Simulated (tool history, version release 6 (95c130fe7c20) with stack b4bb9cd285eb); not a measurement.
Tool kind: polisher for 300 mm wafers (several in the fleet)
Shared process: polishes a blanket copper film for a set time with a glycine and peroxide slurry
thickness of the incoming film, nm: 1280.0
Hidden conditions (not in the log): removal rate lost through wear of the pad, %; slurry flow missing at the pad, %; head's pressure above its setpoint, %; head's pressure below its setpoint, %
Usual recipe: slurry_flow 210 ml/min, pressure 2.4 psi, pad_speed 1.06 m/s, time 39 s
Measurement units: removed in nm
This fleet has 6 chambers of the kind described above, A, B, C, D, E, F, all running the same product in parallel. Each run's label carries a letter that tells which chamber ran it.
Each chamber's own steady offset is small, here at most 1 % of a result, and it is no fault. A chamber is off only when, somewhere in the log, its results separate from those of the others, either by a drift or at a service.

| run | hour | slurry_flow | pressure | pad_speed | time | wafers polished on this pad | hours since the slurry nozzle was cleaned | hours since the head pressure was calibrated | removed |
|---|---|---|---|---|---|---|---|---|---|
| 1E | 8.6 | 210 | 2.4 | 1.06 | 39 | 524 | 904.6 | 681.5 | 202.45 |
|  | 13.2 | chamber B: worn pad replaced by a new one |
|  | 16.6 | chamber D: worn pad replaced by a new one |
| 2F | 18.6 | 210 | 2.4 | 1.06 | 39 | 669 | 332.9 | 995.3 | 204.18 |
|  | 20.3 | chamber A: worn pad replaced by a new one |
| 3C | 31.4 | 210 | 2.4 | 1.06 | 39 | 772 | 192.3 | 598.3 | 205.60 |
| 4D | 40.5 | 210 | 2.4 | 1.06 | 39 | 273 | 63.5 | 582.7 | 204.98 |
|  | 43.6 | chamber F: worn pad replaced by a new one |
|  | 49.2 | chamber B: head pressure recalibrated |
| 5A | 54.6 | 210 | 2.4 | 1.06 | 39 | 392 | 496.0 | 393.6 | 204.29 |
|  | 55.3 | chamber C: worn pad replaced by a new one |
|  | 58.6 | chamber E: worn pad replaced by a new one |
|  | 61.0 | chamber E: slurry nozzle cleaned |
| 6B | 71.0 | 210 | 2.4 | 1.06 | 39 | 660 | 479.6 | 21.9 | 204.08 |
| 7B | 82.8 | 210 | 2.4 | 1.06 | 39 | 795 | 491.4 | 33.7 | 200.96 |
|  | 91.7 | chamber B: worn pad replaced by a new one |
| 8D | 93.8 | 210 | 2.4 | 1.06 | 39 | 881 | 116.8 | 636.0 | 201.54 |
| 9E | 107.0 | 210 | 2.4 | 1.06 | 39 | 552 | 46.0 | 779.9 | 207.18 |
|  | 114.5 | chamber A: worn pad replaced by a new one |
| 10C | 122.4 | 255 | 2.4 | 1.06 | 39 | 766 | 283.3 | 689.3 | 208.41 |
|  | 125.4 | chamber D: worn pad replaced by a new one |
| 11F | 133.0 | 255 | 2.4 | 1.06 | 39 | 1021 | 447.3 | 1109.7 | 205.80 |
|  | 134.8 | chamber F: worn pad replaced by a new one |
|  | 141.2 | chamber E: head pressure recalibrated |
|  | 143.3 | chamber C: worn pad replaced by a new one |
|  | 144.8 | chamber E: worn pad replaced by a new one |
| 12A | 146.5 | 255 | 2.4 | 1.06 | 39 | 366 | 587.9 | 485.5 | 213.54 |
| 13E | 159.8 | 255 | 2.4 | 1.06 | 39 | 171 | 98.8 | 18.7 | 216.69 |
| 14B | 174.0 | 255 | 2.4 | 1.06 | 39 | 939 | 582.6 | 124.9 | 209.38 |
|  | 183.0 | chamber D: slurry nozzle cleaned |
| 15C | 183.7 | 255 | 2.4 | 1.06 | 39 | 462 | 344.6 | 750.6 | 213.17 |
|  | 191.6 | chamber B: worn pad replaced by a new one |
| 16D | 196.8 | 210 | 2.4 | 1.06 | 39 | 816 | 13.8 | 739.0 | 205.35 |
|  | 203.4 | chamber C: slurry nozzle cleaned |
| 17A | 204.6 | 210 | 2.4 | 1.06 | 39 | 1029 | 646.0 | 543.6 | 203.18 |
|  | 206.6 | chamber A: worn pad replaced by a new one |
| 18F | 213.9 | 210 | 2.4 | 1.06 | 39 | 903 | 528.2 | 1190.6 | 201.76 |
|  | 216.7 | chamber F: worn pad replaced by a new one |
| 19A | 221.2 | 210 | 2.4 | 1.06 | 39 | 166 | 662.6 | 560.2 | 206.57 |
|  | 222.7 | chamber E: worn pad replaced by a new one |
|  | 224.1 | chamber B: slurry nozzle cleaned |
| 20D | 231.4 | 210 | 2.4 | 1.06 | 39 | 1211 | 48.4 | 773.6 | 204.67 |
|  | 242.3 | chamber C: worn pad replaced by a new one |
| 21B | 247.6 | 210 | 2.4 | 1.06 | 39 | 639 | 23.5 | 198.5 | 203.56 |
|  | 251.7 | chamber F: head pressure recalibrated |
| 22C | 254.9 | 210 | 2.4 | 1.06 | 39 | 144 | 51.5 | 821.8 | 205.54 |
|  | 267.0 | chamber D: worn pad replaced by a new one |
| 23E | 268.8 | 210 | 2.4 | 1.06 | 39 | 526 | 207.8 | 127.7 | 211.81 |
|  | 275.5 | chamber B: worn pad replaced by a new one |
| 24F | 283.3 | 210 | 2.4 | 1.06 | 39 | 761 | 597.6 | 31.7 | 203.28 |
|  | 294.7 | chamber F: worn pad replaced by a new one |
| 25D | 295.3 | 210 | 2.4 | 1.06 | 39 | 323 | 112.3 | 837.5 | 204.41 |
| 26F | 308.7 | 210 | 2.4 | 1.06 | 39 | 160 | 623.0 | 57.1 | 202.47 |
|  | 309.4 | chamber A: worn pad replaced by a new one |
|  | 310.3 | chamber E: worn pad replaced by a new one |
|  | 323.3 | chamber F: slurry nozzle cleaned |
| 27E | 324.6 | 210 | 2.4 | 1.06 | 39 | 163 | 263.6 | 183.5 | 212.34 |
| 28A | 337.9 | 210 | 2.4 | 1.06 | 39 | 326 | 779.3 | 676.9 | 202.71 |
|  | 341.9 | chamber C: worn pad replaced by a new one |
| 29B | 352.5 | 210 | 2.4 | 1.06 | 39 | 879 | 128.4 | 303.4 | 201.84 |
|  | 353.7 | chamber B: worn pad replaced by a new one |
| 30C | 362.1 | 210 | 2.4 | 1.06 | 39 | 231 | 158.7 | 929.0 | 205.35 |
| 31D | 372.3 | 210 | 2.4 | 1.06 | 39 | 1202 | 189.3 | 914.5 | 206.87 |
| 32A | 383.8 | 210 | 2.4 | 1.06 | 39 | 850 | 825.2 | 722.8 | 207.12 |
|  | 388.8 | chamber E: worn pad replaced by a new one |
| 33C | 391.6 | 210 | 2.4 | 1.06 | 39 | 568 | 188.2 | 958.5 | 203.48 |
|  | 393.1 | chamber F: worn pad replaced by a new one |
| 34F | 399.8 | 210 | 2.4 | 1.06 | 39 | 77 | 76.5 | 148.2 | 206.27 |
|  | 404.1 | chamber A: worn pad replaced by a new one |
| 35B | 415.8 | 210 | 2.4 | 1.06 | 39 | 709 | 191.7 | 366.7 | 200.47 |
| 36E | 424.9 | 210 | 2.4 | 1.06 | 39 | 412 | 363.9 | 283.8 | 210.73 |
| 37A | 441.5 | 210 | 2.4 | 1.06 | 39 | 427 | 882.9 | 780.5 | 203.08 |
| 38F | 454.3 | 210 | 2.4 | 1.06 | 46 | 699 | 131.0 | 202.7 | 241.24 |

Is one chamber off against the others, does the gauge drift, or is nothing wrong? If a chamber is off, say which, and what the likeliest cause is.

A service left chamber E off against the others.
Most likely cause: head's pressure above its setpoint, % = 5.81.

Which of the 4 candidates below, each the usual settings with something changed and its results left as question marks, puts chamber E back in line with what the other chambers give on the usual settings?
Allowed miss from the other chambers' usual-settings mean, per result, to count as in line: removed 5.90 nm
| 39E-1 | 466.2 | 215 | 2.7 | 1.06 | 39 |  |  |  | ? |
| 39E-2 | 466.2 | 210 | 2.3 | 0.98 | 39 |  |  |  | ? |
| 39E-3 | 466.2 | 210 | 2.4 | 1.08 | 40 |  |  |  | ? |
| 39E-4 | 466.2 | 210 | 2.3 | 1.06 | 39 |  |  |  | ? |

Average result of the remaining chambers running the usual settings: removed 203.74 nm
| run | removed |
|---|---|
| 39E-1 | 236.47 |
| 39E-2 | 193.53 |
| 39E-3 | 222.59 |
| 39E-4 | 206.33 |
The answer is 39E-4, which returns the chamber to within the allowed miss of the others.
